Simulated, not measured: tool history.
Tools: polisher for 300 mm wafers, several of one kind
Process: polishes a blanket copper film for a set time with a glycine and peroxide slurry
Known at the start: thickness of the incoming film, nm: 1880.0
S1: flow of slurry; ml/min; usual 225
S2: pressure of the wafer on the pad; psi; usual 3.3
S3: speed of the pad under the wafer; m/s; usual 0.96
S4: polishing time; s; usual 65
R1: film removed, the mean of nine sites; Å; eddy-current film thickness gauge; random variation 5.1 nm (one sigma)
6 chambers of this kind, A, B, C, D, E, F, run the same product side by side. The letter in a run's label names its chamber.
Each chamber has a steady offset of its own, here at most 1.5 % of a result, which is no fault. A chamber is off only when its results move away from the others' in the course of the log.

run     day   S1   S2    S3  S4      R1
 1A   0.346  225  3.3  0.96  65  3810.8
      0.758  -- chamber B: slurry nozzle cleaned
 2C   0.817  225  3.3  0.96  65  3856.4
      0.933  -- chamber E: slurry nozzle cleaned
 3F   1.275  225  3.3  0.96  65  3753.2
      1.338  -- chamber C: slurry nozzle cleaned
 4B   1.729  225  3.3  0.96  65  3784.2
 5D   1.962  225  3.3  0.96  65  3750.6
 6E   2.333  225  3.3  0.96  65  3848.9
      2.662  -- chamber C: worn pad replaced by a new one
 7B   2.779  225  3.3  0.82  65  3354.2
 8C   3.238  225  3.3  0.82  65  3287.2
 9D   3.467  225  3.3  0.82  65  3350.2
10A   3.688  225  3.3  0.82  65  3286.3
       3.85  -- chamber F: worn pad replaced by a new one
      3.888  -- chamber E: worn pad replaced by a new one
11F   3.988  225  3.3  0.82  65  3246.6
      4.079  -- chamber B: worn pad replaced by a new one
      4.225  -- chamber D: worn pad replaced by a new one
12E   4.342  225  3.3  0.82  65  3335.9
13F   4.662  200  3.3  0.96  65  3740.2
14C   4.988  200  3.3  0.96  65    3861
      5.092  -- chamber F: head pressure recalibrated
15A   5.275  200  3.3  0.96  65  3789.1
16E   5.517  200  3.3  0.96  65  3670.1
      5.667  -- chamber A: worn pad replaced by a new one
17B   5.721  200  3.3  0.96  65  3668.6
18D   6.029  200  3.3  0.96  65  3740.1
19B   6.446  225  3.3  0.96  65  3701.6
20A   6.658  225  3.3  0.96  65  3771.9
21E   6.975  225  3.3  0.96  65  3761.1
22F   7.242  225  3.3  0.96  65  3834.1
23C   7.704  225  3.3  0.96  65    3824
24D   8.025  225  3.3  0.96  65    3786
25D   8.238  225  3.3  1.12  65    4375
26C   8.633  225  3.3  1.12  65  4356.6
      8.888  -- chamber C: worn pad replaced by a new one
27B   8.983  225  3.3  1.12  65    4344
      8.988  -- chamber D: worn pad replaced by a new one
      9.025  -- chamber E: worn pad replaced by a new one
      9.246  -- chamber B: worn pad replaced by a new one
28E   9.388  225  3.3  1.12  65  4225.1
29A   9.771  225  3.3  1.12  65  4370.7
30F   9.983  225  3.3  1.12  65    4156
     10.092  -- chamber F: worn pad replaced by a new one
31F  10.279  225  3.3  0.96  65  3700.3
32B  10.542  270  3.9  0.96  65  4393.1
      10.85  -- chamber D: slurry nozzle cleaned
33C  10.917  270  3.9  0.96  65  4516.4
34A  11.254  270  3.9  0.96  65  4424.3
     11.271  -- chamber E: slurry nozzle cleaned
35E  11.554  270  3.9  0.96  65  4365.1
36D  12.008  270  3.9  0.96  65    4506
37E  12.229  270  3.9  0.96  65  4507.9
38B  12.679  225  3.3  0.96  65  3749.9
39A  13.133  225  3.3  0.96  65    3853
40C  13.596  225  3.3  0.96  65  3723.4
41F  13.808  225  3.3  0.96  65  3823.2
     13.912  -- chamber D: head pressure recalibrated
42D  14.279  225  3.3  0.96  65  3888.4

Is one chamber off against the others, does the gauge drift, or is nothing wrong? If a chamber is off, say which, and what the likeliest cause is.

No chamber stands off beyond its own small offset, and the gauge holds steady.

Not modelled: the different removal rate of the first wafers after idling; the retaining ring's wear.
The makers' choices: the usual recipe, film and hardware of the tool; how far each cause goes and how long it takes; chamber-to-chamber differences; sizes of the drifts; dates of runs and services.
